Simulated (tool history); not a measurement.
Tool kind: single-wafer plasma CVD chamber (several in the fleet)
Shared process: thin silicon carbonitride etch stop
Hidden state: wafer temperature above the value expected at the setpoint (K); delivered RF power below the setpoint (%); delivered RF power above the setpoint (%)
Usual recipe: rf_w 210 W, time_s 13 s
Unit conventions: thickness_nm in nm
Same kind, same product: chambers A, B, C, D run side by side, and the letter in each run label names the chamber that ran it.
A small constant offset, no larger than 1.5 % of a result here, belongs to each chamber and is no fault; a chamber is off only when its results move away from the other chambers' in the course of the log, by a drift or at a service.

run,hour,rf_w,time_s,hours since the last thermocouple change,hours since the last RF generator calibration,"read-back reference wafer on the same gauge, thickness_nm",thickness_nm
1B,3.7,210,13,879.7,1422.3,8.1091,7.4776
2C,9.3,210,13,57.7,1991.1,8.1105,7.4347
3D,12.8,210,13,1069.2,1172.2,8.1083,7.5196
4A,17.7,210,13,1369.3,955.3,8.11,7.5685
5C,22.9,210,13,71.3,2004.7,8.1135,7.4959
6D,27.7,210,13,1084.1,1187.1,8.1082,7.5337
7A,33.1,210,13,1384.7,970.7,8.1165,7.5571
8B,37.1,210,13,913.1,1455.7,8.1237,7.4444
9B,41.2,210,13,917.2,1459.8,8.1124,7.4862
10A,45.5,210,13,1397.1,983.1,8.1074,7.5473
11D,50.4,210,13,1106.8,1209.8,8.1124,7.5096
12C,55.1,210,13,103.5,2036.9,8.1116,7.4088
13A,58.2,210,13,1409.8,995.8,8.0983,7.5865
14D,62.9,210,13,1119.3,1222.3,8.1064,7.5162
15C,66.9,210,13,115.3,2048.7,8.1075,7.4127
16B,71.2,210,13,947.2,1489.8,8.119,7.4785
17C,76.8,210,11.3,125.2,2058.6,8.1184,6.4779
18A,79.4,210,11.3,1431,1017,8.1108,6.5277
19D,84,210,11.3,1140.4,1243.4,8.1178,6.5258
20B,88.3,210,11.3,964.3,1506.9,8.1074,6.4887
21A,93.3,210,13,1444.9,1030.9,8.1108,7.469
22D,96.8,210,13,1153.2,1256.2,8.112,7.5077
23B,102,210,13,978,1520.6,8.1173,7.4887
24C,106.4,210,13,154.8,2088.2,8.1113,7.403
25B,110.7,210,13,986.7,1529.3,8.1195,7.4492
26C,114.2,210,13,162.6,2096,8.1064,7.4052
27A,118.5,210,13,1470.1,1056.1,8.116,7.5646
28D,122.5,210,13,1178.9,1281.9,8.1192,7.4422
# hour 124.3: chamber D: thermocouple changed; heater temperature recalibrated
29B,127.3,185,15.5,1003.3,1545.9,8.1139,8.6562
30C,130.8,185,15.5,179.2,2112.6,8.117,8.5409
31D,133.4,185,15.5,9.1,1292.8,8.111,8.5855
32A,139.1,185,15.5,1490.7,1076.7,8.1034,8.7077

All chambers now run identical settings, listed one chamber a line with results as question marks. What results will each chamber show?
33A,143.3,195,13,,,,?
33B,143.3,195,13,,,,?
33C,143.3,195,13,,,,?
33D,143.3,195,13,,,,?

run,thickness_nm
33A,7.3756
33B,7.3558
33C,7.1964
33D,7.3357

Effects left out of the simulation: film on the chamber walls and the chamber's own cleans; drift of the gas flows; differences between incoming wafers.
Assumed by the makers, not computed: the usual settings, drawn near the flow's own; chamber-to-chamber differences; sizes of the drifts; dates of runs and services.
